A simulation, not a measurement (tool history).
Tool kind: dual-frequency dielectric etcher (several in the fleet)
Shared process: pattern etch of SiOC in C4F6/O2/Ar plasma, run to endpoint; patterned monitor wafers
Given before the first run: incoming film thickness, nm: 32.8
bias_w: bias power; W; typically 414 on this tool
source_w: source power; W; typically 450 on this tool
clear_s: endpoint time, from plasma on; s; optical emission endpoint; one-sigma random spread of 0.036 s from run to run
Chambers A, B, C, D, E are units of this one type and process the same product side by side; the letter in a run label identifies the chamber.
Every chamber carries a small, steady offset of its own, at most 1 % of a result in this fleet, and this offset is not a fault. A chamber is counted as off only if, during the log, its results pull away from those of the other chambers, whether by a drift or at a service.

run	day	bias_w	source_w	hours since the last wet clean	hours since the last bias power generator calibration	hours since the last source power generator calibration	clear_s
1D	0.200	414	450	270.2	2045.5	910.4	11.222
2B	0.358	414	450	290.0	614.4	3706.4	11.314
3C	0.633	414	450	255.4	3135.6	2965.7	11.363
4E	0.912	414	450	231.0	1312.2	1217.8	11.233
5A	1.200	414	450	109.3	892.8	78.6	11.398
6A	1.521	414	450	117.0	900.5	86.3	11.379
7D	1.679	414	450	305.7	2081.0	945.9	11.187
8B	2.004	414	450	329.5	653.9	3745.9	11.266
9C	2.325	414	450	296.0	3176.2	3006.3	11.296
10E	2.558	414	450	270.5	1351.7	1257.3	11.252
11E	2.867	414	450	277.9	1359.1	1264.7	11.216
12A	3.088	414	450	154.6	938.1	123.9	11.396
13C	3.296	414	450	319.3	3199.5	3029.6	11.326
14D	3.542	414	450	350.4	2125.7	990.6	11.191
15B	3.829	414	450	373.3	697.7	3789.7	11.291
# day 3.892: chamber B: wet clean of the chamber
16D	4.112	414	560	364.1	2139.4	1004.3	10.420
# day 4.217: chamber D: wet clean of the chamber
17B	4.279	414	560	9.4	708.5	3800.5	10.405
18E	4.450	414	560	315.9	1397.1	1302.7	10.315
19C	4.646	414	560	351.7	3231.9	3062.0	10.543
20A	4.796	414	560	195.6	979.1	164.9	10.520
21A	4.938	414	450	199.0	982.5	168.3	11.375
22D	5.079	414	450	20.7	2162.6	1027.5	11.212
23C	5.338	468	520	368.3	3248.5	3078.6	10.295
24B	5.575	468	520	40.5	739.6	3831.6	10.249
25E	5.846	468	520	349.4	1430.6	1336.2	10.150
26A	6.092	468	520	226.7	1010.2	196.0	10.390
27E	6.404	468	520	362.8	1444.0	1349.6	10.246
28C	6.679	337	380	400.5	3280.7	3110.8	13.223
29B	6.896	337	380	72.2	771.3	3863.3	12.940
30D	7.071	337	380	68.5	2210.4	1075.3	12.869
31E	7.212	337	380	382.2	1463.4	1369.0	12.844
32A	7.467	337	380	259.7	1043.2	229.0	13.069
33D	7.708	414	450	83.8	2225.7	1090.6	11.219
34C	7.892	414	450	429.6	3309.8	3139.9	11.621
35B	8.079	414	450	100.6	799.7	3891.7	11.265
36D	8.325	337	450	98.6	2240.5	1105.4	12.113
37E	8.604	337	450	415.6	1496.8	1402.4	12.107
38C	8.875	337	450	453.2	3333.4	3163.5	12.514
39B	9.183	337	450	127.1	826.2	3918.2	12.099
40A	9.388	337	450	305.8	1089.3	275.1	12.274
41B	9.621	414	450	137.6	836.7	3928.7	11.278
42C	9.838	414	450	476.3	3356.5	3186.6	11.738

The same settings go to every chamber for the next run, one line per chamber below. Forecast the results for each:
43A	10.071	414	450				?
43B	10.071	414	450				?
43C	10.071	414	450				?
43D	10.071	414	450				?
43E	10.071	414	450				?

run	clear_s
43A	11.338
43B	11.293
43C	11.681
43D	11.201
43E	11.321
